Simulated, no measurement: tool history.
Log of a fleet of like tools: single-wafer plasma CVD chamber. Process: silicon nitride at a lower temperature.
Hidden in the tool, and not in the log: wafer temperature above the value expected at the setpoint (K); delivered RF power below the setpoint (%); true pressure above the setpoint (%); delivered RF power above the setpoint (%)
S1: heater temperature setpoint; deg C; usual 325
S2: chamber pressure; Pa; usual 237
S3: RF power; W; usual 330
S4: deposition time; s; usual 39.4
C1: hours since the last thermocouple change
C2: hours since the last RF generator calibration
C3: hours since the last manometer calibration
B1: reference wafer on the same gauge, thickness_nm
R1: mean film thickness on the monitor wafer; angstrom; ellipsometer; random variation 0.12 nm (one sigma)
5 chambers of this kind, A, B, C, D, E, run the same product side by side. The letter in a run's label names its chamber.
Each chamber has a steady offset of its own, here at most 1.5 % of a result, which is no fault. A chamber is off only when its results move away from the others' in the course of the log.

{"run": "1B", "day": 0.204, "S1": 325, "S2": 237, "S3": 330, "S4": 39.4, "C1": 957.3, "C2": 622.6, "C3": 1243.4, "B1": 46.795, "R1": 510.96}
{"run": "2C", "day": 0.325, "S1": 325, "S2": 237, "S3": 330, "S4": 39.4, "C1": 1010.6, "C2": 680.7, "C3": 786, "B1": 46.821, "R1": 511.07}
{"run": "3A", "day": 0.471, "S1": 325, "S2": 237, "S3": 330, "S4": 39.4, "C1": 110.4, "C2": 169.5, "C3": 833.6, "B1": 46.785, "R1": 505.13}
{"run": "4E", "day": 0.621, "S1": 325, "S2": 237, "S3": 330, "S4": 39.4, "C1": 1485.5, "C2": 72, "C3": 753.3, "B1": 46.778, "R1": 515.43}
{"run": "5D", "day": 0.754, "S1": 325, "S2": 237, "S3": 330, "S4": 39.4, "C1": 2111.7, "C2": 973.7, "C3": 723.6, "B1": 46.819, "R1": 513.15}
{"run": "6D", "day": 0.871, "S1": 325, "S2": 237, "S3": 330, "S4": 39.4, "C1": 2114.5, "C2": 976.5, "C3": 726.4, "B1": 46.8, "R1": 513.82}
{"run": "7B", "day": 1.033, "S1": 325, "S2": 237, "S3": 330, "S4": 39.4, "C1": 977.2, "C2": 642.5, "C3": 1263.3, "B1": 46.806, "R1": 511.11}
{"run": "8C", "day": 1.258, "S1": 325, "S2": 237, "S3": 330, "S4": 39.4, "C1": 1033, "C2": 703.1, "C3": 808.4, "B1": 46.781, "R1": 514.61}
{"run": "9A", "day": 1.471, "S1": 325, "S2": 237, "S3": 330, "S4": 39.4, "C1": 134.4, "C2": 193.5, "C3": 857.6, "B1": 46.819, "R1": 504.11}
{"run": "10E", "day": 1.592, "S1": 325, "S2": 237, "S3": 330, "S4": 39.4, "C1": 1508.8, "C2": 95.3, "C3": 776.6, "B1": 46.799, "R1": 515.71}
{"run": "11A", "day": 1.754, "S1": 334, "S2": 237, "S3": 330, "S4": 39.4, "C1": 141.2, "C2": 200.3, "C3": 864.4, "B1": 46.809, "R1": 504.11}
{"run": "12B", "day": 1.921, "S1": 334, "S2": 237, "S3": 330, "S4": 39.4, "C1": 998.5, "C2": 663.8, "C3": 1284.6, "B1": 46.837, "R1": 510.04}
{"run": "13E", "day": 2.154, "S1": 334, "S2": 237, "S3": 330, "S4": 39.4, "C1": 1522.3, "C2": 108.8, "C3": 790.1, "B1": 46.819, "R1": 512.67}
{"run": "14D", "day": 2.388, "S1": 334, "S2": 237, "S3": 330, "S4": 39.4, "C1": 2150.9, "C2": 1012.9, "C3": 762.8, "B1": 46.819, "R1": 512.8}
{"run": "15C", "day": 2.542, "S1": 334, "S2": 237, "S3": 330, "S4": 39.4, "C1": 1063.8, "C2": 733.9, "C3": 839.2, "B1": 46.802, "R1": 512.7}
{"run": "16B", "day": 2.792, "S1": 325, "S2": 237, "S3": 330, "S4": 39.4, "C1": 1019.4, "C2": 684.7, "C3": 1305.5, "B1": 46.766, "R1": 511.63}
{"run": "17D", "day": 2.925, "S1": 325, "S2": 237, "S3": 330, "S4": 39.4, "C1": 2163.8, "C2": 1025.8, "C3": 775.7, "B1": 46.807, "R1": 512.12}
{"run": "18C", "day": 3.083, "S1": 334, "S2": 237, "S3": 330, "S4": 39.4, "C1": 1076.8, "C2": 746.9, "C3": 852.2, "B1": 46.771, "R1": 510.91}
{"run": "19E", "day": 3.325, "S1": 334, "S2": 237, "S3": 330, "S4": 39.4, "C1": 1550.4, "C2": 136.9, "C3": 818.2, "B1": 46.816, "R1": 515.66}
{"run": "20A", "day": 3.458, "S1": 334, "S2": 237, "S3": 330, "S4": 39.4, "C1": 182.1, "C2": 241.2, "C3": 905.3, "B1": 46.8, "R1": 505.29}
{"run": "21E", "day": 3.604, "S1": 334, "S2": 237, "S3": 330, "S4": 39.4, "C1": 1557.1, "C2": 143.6, "C3": 824.9, "B1": 46.767, "R1": 516.37}
{"day": 3.679, "done": "chamber D: thermocouple changed; heater temperature recalibrated"}
{"run": "22B", "day": 3.838, "S1": 334, "S2": 237, "S3": 330, "S4": 39.4, "C1": 1044.5, "C2": 709.8, "C3": 1330.6, "B1": 46.798, "R1": 509.54}
{"run": "23A", "day": 3.988, "S1": 325, "S2": 237, "S3": 330, "S4": 39.4, "C1": 194.8, "C2": 253.9, "C3": 918, "B1": 46.793, "R1": 507.5}
{"run": "24D", "day": 4.167, "S1": 325, "S2": 237, "S3": 330, "S4": 39.4, "C1": 11.7, "C2": 1055.6, "C3": 805.5, "B1": 46.817, "R1": 513.95}
{"run": "25C", "day": 4.321, "S1": 325, "S2": 237, "S3": 330, "S4": 39.4, "C1": 1106.5, "C2": 776.6, "C3": 881.9, "B1": 46.802, "R1": 514.32}
{"run": "26C", "day": 4.546, "S1": 325, "S2": 180, "S3": 330, "S4": 34.7, "C1": 1111.9, "C2": 782, "C3": 887.3, "B1": 46.811, "R1": 418.38}
{"run": "27E", "day": 4.717, "S1": 325, "S2": 180, "S3": 330, "S4": 34.7, "C1": 1583.8, "C2": 170.3, "C3": 851.6, "B1": 46.831, "R1": 423.56}
{"run": "28A", "day": 4.846, "S1": 325, "S2": 180, "S3": 330, "S4": 34.7, "C1": 215.4, "C2": 274.5, "C3": 938.6, "B1": 46.799, "R1": 412.69}
{"run": "29D", "day": 5.05, "S1": 325, "S2": 180, "S3": 330, "S4": 34.7, "C1": 32.9, "C2": 1076.8, "C3": 826.7, "B1": 46.811, "R1": 418.67}
{"run": "30B", "day": 5.183, "S1": 325, "S2": 180, "S3": 330, "S4": 34.7, "C1": 1076.8, "C2": 742.1, "C3": 1362.9, "B1": 46.83, "R1": 416.83}
{"run": "31E", "day": 5.367, "S1": 325, "S2": 237, "S3": 370, "S4": 39.4, "C1": 1599.4, "C2": 185.9, "C3": 867.2, "B1": 46.807, "R1": 553.29}
{"run": "32C", "day": 5.575, "S1": 325, "S2": 237, "S3": 370, "S4": 39.4, "C1": 1136.6, "C2": 806.7, "C3": 912, "B1": 46.794, "R1": 553.73}
{"run": "33B", "day": 5.758, "S1": 325, "S2": 237, "S3": 370, "S4": 39.4, "C1": 1090.6, "C2": 755.9, "C3": 1376.7, "B1": 46.804, "R1": 551.42}
{"run": "34A", "day": 5.917, "S1": 325, "S2": 237, "S3": 370, "S4": 39.4, "C1": 241.1, "C2": 300.2, "C3": 964.3, "B1": 46.817, "R1": 542.49}
{"run": "35D", "day": 6.129, "S1": 325, "S2": 237, "S3": 370, "S4": 39.4, "C1": 58.8, "C2": 1102.7, "C3": 852.6, "B1": 46.821, "R1": 550.63}

All 5 chambers run these settings next. Forecast each chamber's results:
{"run": "36A", "day": 6.312, "S1": 325, "S2": 237, "S3": 330, "S4": 39.4, "R1": "?"}
{"run": "36B", "day": 6.312, "S1": 325, "S2": 237, "S3": 330, "S4": 39.4, "R1": "?"}
{"run": "36C", "day": 6.312, "S1": 325, "S2": 237, "S3": 330, "S4": 39.4, "R1": "?"}
{"run": "36D", "day": 6.312, "S1": 325, "S2": 237, "S3": 330, "S4": 39.4, "R1": "?"}
{"run": "36E", "day": 6.312, "S1": 325, "S2": 237, "S3": 330, "S4": 39.4, "R1": "?"}

run=36A R1=503.7
run=36B R1=511.39
run=36C R1=513.04
run=36D R1=514.33
run=36E R1=514.96
